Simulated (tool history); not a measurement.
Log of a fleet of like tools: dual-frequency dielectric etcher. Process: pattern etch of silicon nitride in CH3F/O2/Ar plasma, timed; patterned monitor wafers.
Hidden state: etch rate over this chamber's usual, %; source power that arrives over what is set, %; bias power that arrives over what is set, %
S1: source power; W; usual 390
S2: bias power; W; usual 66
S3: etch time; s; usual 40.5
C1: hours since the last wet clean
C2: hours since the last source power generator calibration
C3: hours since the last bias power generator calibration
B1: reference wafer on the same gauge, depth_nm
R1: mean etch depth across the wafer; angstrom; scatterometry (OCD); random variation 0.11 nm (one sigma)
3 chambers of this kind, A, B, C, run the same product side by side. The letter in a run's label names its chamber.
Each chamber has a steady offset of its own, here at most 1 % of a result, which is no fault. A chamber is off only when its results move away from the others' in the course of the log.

run 1B hour=5.2 | S1=390 S2=66 S3=40.5 | C1=375.9 C2=540.7 C3=1506 | B1=23.702 | R1=270.68
run 2A hour=11.4 | S1=390 S2=66 S3=40.5 | C1=192 C2=3400.7 C3=588.5 | B1=23.714 | R1=273.43
run 3C hour=16.6 | S1=390 S2=66 S3=40.5 | C1=198.1 C2=1863.4 C3=1990.2 | B1=23.71 | R1=276.33
run 4B hour=21.1 | S1=390 S2=66 S3=40.5 | C1=391.8 C2=556.6 C3=1521.9 | B1=23.714 | R1=270.37
run 5A hour=25.9 | S1=390 S2=66 S3=40.5 | C1=206.5 C2=3415.2 C3=603 | B1=23.723 | R1=272.68
run 6C hour=30.9 | S1=390 S2=66 S3=40.5 | C1=212.4 C2=1877.7 C3=2004.5 | B1=23.741 | R1=277
run 7A hour=34.5 | S1=390 S2=66 S3=40.5 | C1=215.1 C2=3423.8 C3=611.6 | B1=23.706 | R1=273.36
run 8B hour=38 | S1=390 S2=66 S3=40.5 | C1=408.7 C2=573.5 C3=1538.8 | B1=23.686 | R1=269.07
run 9C hour=42.9 | S1=390 S2=66 S3=40.5 | C1=224.4 C2=1889.7 C3=2016.5 | B1=23.702 | R1=274.43
run 10B hour=48.2 | S1=390 S2=66 S3=40.5 | C1=418.9 C2=583.7 C3=1549 | B1=23.665 | R1=269.34
run 11A hour=54.6 | S1=390 S2=66 S3=40.5 | C1=235.2 C2=3443.9 C3=631.7 | B1=23.693 | R1=274.02
run 12C hour=60.5 | S1=390 S2=74 S3=31 | C1=242 C2=1907.3 C3=2034.1 | B1=23.726 | R1=219.53
run 13A hour=64.6 | S1=390 S2=74 S3=31 | C1=245.2 C2=3453.9 C3=641.7 | B1=23.71 | R1=220.98
run 14C hour=69.5 | S1=390 S2=74 S3=31 | C1=251 C2=1916.3 C3=2043.1 | B1=23.684 | R1=220.09
run 15B hour=74.1 | S1=390 S2=66 S3=51.5 | C1=444.8 C2=609.6 C3=1574.9 | B1=23.702 | R1=345.37
run 16C hour=79.4 | S1=390 S2=66 S3=51.5 | C1=260.9 C2=1926.2 C3=2053 | B1=23.696 | R1=353.42
run 17B hour=86.8 | S1=390 S2=66 S3=51.5 | C1=457.5 C2=622.3 C3=1587.6 | B1=23.703 | R1=345.94
-- hour=91.7 chamber B: wet clean of the chamber
run 18A hour=93.7 | S1=390 S2=66 S3=40.5 | C1=274.3 C2=3483 C3=670.8 | B1=23.703 | R1=278.91
run 19B hour=98.4 | S1=390 S2=66 S3=40.5 | C1=6.7 C2=633.9 C3=1599.2 | B1=23.688 | R1=272.71
run 20A hour=103.7 | S1=390 S2=61 S3=40.5 | C1=284.3 C2=3493 C3=680.8 | B1=23.698 | R1=272.5
run 21C hour=108.5 | S1=390 S2=61 S3=40.5 | C1=290 C2=1955.3 C3=2082.1 | B1=23.696 | R1=269.01
run 22B hour=113.1 | S1=390 S2=61 S3=40.5 | C1=21.4 C2=648.6 C3=1613.9 | B1=23.676 | R1=262.96
run 23A hour=119.7 | S1=300 S2=66 S3=46.5 | C1=300.3 C2=3509 C3=696.8 | B1=23.721 | R1=294.79

All 3 chambers run these settings next. Forecast each chamber's results:
run 24A hour=125.2 | S1=390 S2=66 S3=40.5 | R1=?
run 24B hour=125.2 | S1=390 S2=66 S3=40.5 | R1=?
run 24C hour=125.2 | S1=390 S2=66 S3=40.5 | R1=?

run=24A R1=284.13
run=24B R1=270.34
run=24C R1=276.66
